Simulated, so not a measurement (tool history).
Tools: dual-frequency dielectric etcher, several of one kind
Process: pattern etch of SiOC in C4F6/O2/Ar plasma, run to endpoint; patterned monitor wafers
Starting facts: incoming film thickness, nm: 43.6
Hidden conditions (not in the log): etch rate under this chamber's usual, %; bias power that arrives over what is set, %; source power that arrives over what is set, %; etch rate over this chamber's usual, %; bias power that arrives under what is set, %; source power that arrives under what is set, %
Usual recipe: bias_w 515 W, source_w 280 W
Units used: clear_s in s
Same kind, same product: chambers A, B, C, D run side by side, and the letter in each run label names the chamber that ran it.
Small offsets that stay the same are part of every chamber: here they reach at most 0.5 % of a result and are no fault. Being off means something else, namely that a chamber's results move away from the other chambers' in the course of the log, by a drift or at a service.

run	hour	bias_w	source_w	hours since the last wet clean	hours since the last bias power generator calibration	hours since the last source power generator calibration	clear_s
1A	9.2	515	280	303.2	1621.9	729.4	16.482
2D	19.1	515	280	201.9	2589.1	1213.9	16.676
3B	27.2	515	280	153.6	1359.3	997.2	16.758
4C	38.2	515	280	455.9	1905.7	1277.1	16.718
# hour 47.9: chamber D: bias power generator calibrated
5C	51.5	515	280	469.2	1919.0	1290.4	16.529
6A	64.6	567	250	358.6	1677.3	784.8	16.679
7D	73.2	567	250	256.0	25.3	1268.0	16.628
8B	79.8	567	250	206.2	1411.9	1049.8	16.794
9B	92.9	567	250	219.3	1425.0	1062.9	16.665
10C	100.1	515	280	517.8	1967.6	1339.0	16.679
11A	111.4	515	280	405.4	1724.1	831.6	16.469
# hour 114.0: chamber C: wet clean of the chamber
12D	118.3	465	340	301.1	70.4	1313.1	15.762
13B	125.3	465	340	251.7	1457.4	1095.3	16.003
# hour 130.6: chamber A: wet clean of the chamber
14D	135.1	465	340	317.9	87.2	1329.9	15.787
15A	141.6	465	340	11.1	1754.3	861.8	15.827
16C	150.1	515	280	36.1	2017.6	1389.0	16.606
17C	159.9	515	280	45.9	2027.4	1398.8	16.375
18B	172.7	515	280	299.1	1504.8	1142.7	16.649
19D	178.5	515	280	361.3	130.6	1373.3	16.706
20A	185.2	515	310	54.7	1797.9	905.4	15.898
21B	196.1	515	310	322.5	1528.2	1166.1	16.096
22D	201.9	515	310	384.7	154.0	1396.7	16.084
23C	213.8	515	310	99.8	2081.3	1452.7	15.933
24A	224.1	515	280	93.6	1836.8	944.3	16.389
25B	234.7	515	280	361.1	1566.8	1204.7	16.855
26D	242.8	515	280	425.6	194.9	1437.6	16.660
27A	248.9	515	280	118.4	1861.6	969.1	16.511
28C	256.3	515	280	142.3	2123.8	1495.2	16.792

Predict what each chamber gives when all 4 of them run the settings below next.
29A	265.8	515	230				?
29B	265.8	515	230				?
29C	265.8	515	230				?
29D	265.8	515	230				?

run	clear_s
29A	17.774
29B	17.775
29C	17.856
29D	17.726
